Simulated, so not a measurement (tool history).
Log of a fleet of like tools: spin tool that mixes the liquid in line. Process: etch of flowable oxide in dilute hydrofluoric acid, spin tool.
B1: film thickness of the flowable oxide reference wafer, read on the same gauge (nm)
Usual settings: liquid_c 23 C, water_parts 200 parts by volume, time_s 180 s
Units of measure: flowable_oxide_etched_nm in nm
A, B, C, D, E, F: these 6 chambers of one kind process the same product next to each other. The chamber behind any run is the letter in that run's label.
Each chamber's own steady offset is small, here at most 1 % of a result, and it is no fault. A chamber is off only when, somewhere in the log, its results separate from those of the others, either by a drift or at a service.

{"run": "1B", "day": 0.408, "liquid_c": 23, "water_parts": 200, "time_s": 180, "B1": 30.007, "flowable_oxide_etched_nm": 22.37}
{"run": "2C", "day": 0.879, "liquid_c": 23, "water_parts": 200, "time_s": 180, "B1": 30.01, "flowable_oxide_etched_nm": 22.609}
{"run": "3E", "day": 1.254, "liquid_c": 23, "water_parts": 200, "time_s": 180, "B1": 30.016, "flowable_oxide_etched_nm": 22.564}
{"run": "4F", "day": 1.492, "liquid_c": 23, "water_parts": 200, "time_s": 180, "B1": 30.009, "flowable_oxide_etched_nm": 22.414}
{"run": "5D", "day": 1.892, "liquid_c": 23, "water_parts": 200, "time_s": 180, "B1": 30.03, "flowable_oxide_etched_nm": 22.186}
{"run": "6A", "day": 2.329, "liquid_c": 23, "water_parts": 200, "time_s": 180, "B1": 30.01, "flowable_oxide_etched_nm": 22.107}
{"run": "7D", "day": 2.808, "liquid_c": 25.5, "water_parts": 200, "time_s": 180, "B1": 29.99, "flowable_oxide_etched_nm": 24.401}
{"run": "8B", "day": 3.046, "liquid_c": 25.5, "water_parts": 200, "time_s": 180, "B1": 30.012, "flowable_oxide_etched_nm": 24.672}
{"day": 3.275, "done": "chamber E: hydrofluoric acid flow meter replaced"}
{"run": "9F", "day": 3.288, "liquid_c": 25.5, "water_parts": 200, "time_s": 180, "B1": 29.985, "flowable_oxide_etched_nm": 24.473}
{"run": "10A", "day": 3.646, "liquid_c": 25.5, "water_parts": 200, "time_s": 180, "B1": 29.99, "flowable_oxide_etched_nm": 23.945}
{"run": "11C", "day": 4.071, "liquid_c": 25.5, "water_parts": 200, "time_s": 180, "B1": 30.012, "flowable_oxide_etched_nm": 24.53}
{"run": "12E", "day": 4.5, "liquid_c": 25.5, "water_parts": 200, "time_s": 180, "B1": 29.998, "flowable_oxide_etched_nm": 24.279}
{"run": "13F", "day": 4.929, "liquid_c": 23, "water_parts": 200, "time_s": 180, "B1": 29.983, "flowable_oxide_etched_nm": 22.303}
{"run": "14D", "day": 5.271, "liquid_c": 23, "water_parts": 200, "time_s": 180, "B1": 30.01, "flowable_oxide_etched_nm": 22.273}
{"run": "15C", "day": 5.533, "liquid_c": 23, "water_parts": 200, "time_s": 180, "B1": 30.014, "flowable_oxide_etched_nm": 22.631}
{"run": "16B", "day": 5.771, "liquid_c": 23, "water_parts": 200, "time_s": 180, "B1": 30, "flowable_oxide_etched_nm": 22.492}
{"run": "17A", "day": 6.15, "liquid_c": 23, "water_parts": 200, "time_s": 180, "B1": 30.018, "flowable_oxide_etched_nm": 21.923}
{"run": "18E", "day": 6.433, "liquid_c": 23, "water_parts": 200, "time_s": 180, "B1": 29.988, "flowable_oxide_etched_nm": 22.534}
{"run": "19E", "day": 6.692, "liquid_c": 23, "water_parts": 145, "time_s": 180, "B1": 29.979, "flowable_oxide_etched_nm": 32.585}
{"run": "20B", "day": 6.904, "liquid_c": 23, "water_parts": 145, "time_s": 180, "B1": 30.006, "flowable_oxide_etched_nm": 32.373}
{"run": "21A", "day": 7.117, "liquid_c": 23, "water_parts": 145, "time_s": 180, "B1": 30.005, "flowable_oxide_etched_nm": 32.845}
{"run": "22F", "day": 7.333, "liquid_c": 23, "water_parts": 145, "time_s": 180, "B1": 30.01, "flowable_oxide_etched_nm": 32.488}
{"run": "23C", "day": 7.658, "liquid_c": 23, "water_parts": 145, "time_s": 180, "B1": 29.997, "flowable_oxide_etched_nm": 32.691}
{"run": "24D", "day": 7.988, "liquid_c": 23, "water_parts": 145, "time_s": 180, "B1": 29.991, "flowable_oxide_etched_nm": 34.018}
{"run": "25A", "day": 8.362, "liquid_c": 23, "water_parts": 200, "time_s": 180, "B1": 29.991, "flowable_oxide_etched_nm": 22.007}
{"run": "26C", "day": 8.65, "liquid_c": 23, "water_parts": 200, "time_s": 180, "B1": 30.027, "flowable_oxide_etched_nm": 22.523}
{"run": "27E", "day": 9.021, "liquid_c": 23, "water_parts": 200, "time_s": 180, "B1": 30, "flowable_oxide_etched_nm": 22.436}
{"run": "28D", "day": 9.262, "liquid_c": 23, "water_parts": 200, "time_s": 180, "B1": 30.024, "flowable_oxide_etched_nm": 23.381}
{"run": "29F", "day": 9.579, "liquid_c": 23, "water_parts": 200, "time_s": 180, "B1": 30.012, "flowable_oxide_etched_nm": 21.978}
{"run": "30B", "day": 9.954, "liquid_c": 23, "water_parts": 200, "time_s": 180, "B1": 30.026, "flowable_oxide_etched_nm": 22.372}
{"run": "31F", "day": 10.362, "liquid_c": 23, "water_parts": 200, "time_s": 180, "B1": 30.01, "flowable_oxide_etched_nm": 22.494}
{"day": 10.388, "done": "chamber A: hydrofluoric acid flow meter replaced"}
{"run": "32D", "day": 10.721, "liquid_c": 23, "water_parts": 200, "time_s": 180, "B1": 29.997, "flowable_oxide_etched_nm": 23.956}
{"run": "33E", "day": 11.15, "liquid_c": 23, "water_parts": 200, "time_s": 180, "B1": 30.01, "flowable_oxide_etched_nm": 22.565}
{"run": "34A", "day": 11.479, "liquid_c": 23, "water_parts": 200, "time_s": 180, "B1": 29.998, "flowable_oxide_etched_nm": 22.177}
{"run": "35B", "day": 11.879, "liquid_c": 23, "water_parts": 200, "time_s": 90, "B1": 29.979, "flowable_oxide_etched_nm": 11.23}
{"run": "36C", "day": 12.112, "liquid_c": 23, "water_parts": 200, "time_s": 90, "B1": 30.008, "flowable_oxide_etched_nm": 11.175}

Each of the 6 chambers runs these same settings next. Fill in every chamber's results:
{"run": "37A", "day": 12.454, "liquid_c": 23, "water_parts": 200, "time_s": 180, "flowable_oxide_etched_nm": "?"}
{"run": "37B", "day": 12.454, "liquid_c": 23, "water_parts": 200, "time_s": 180, "flowable_oxide_etched_nm": "?"}
{"run": "37C", "day": 12.454, "liquid_c": 23, "water_parts": 200, "time_s": 180, "flowable_oxide_etched_nm": "?"}
{"run": "37D", "day": 12.454, "liquid_c": 23, "water_parts": 200, "time_s": 180, "flowable_oxide_etched_nm": "?"}
{"run": "37E", "day": 12.454, "liquid_c": 23, "water_parts": 200, "time_s": 180, "flowable_oxide_etched_nm": "?"}
{"run": "37F", "day": 12.454, "liquid_c": 23, "water_parts": 200, "time_s": 180, "flowable_oxide_etched_nm": "?"}

run=37A flowable_oxide_etched_nm=21.967
run=37B flowable_oxide_etched_nm=21.93
run=37C flowable_oxide_etched_nm=22.452
run=37D flowable_oxide_etched_nm=24.709
run=37E flowable_oxide_etched_nm=22.336
run=37F flowable_oxide_etched_nm=21.963
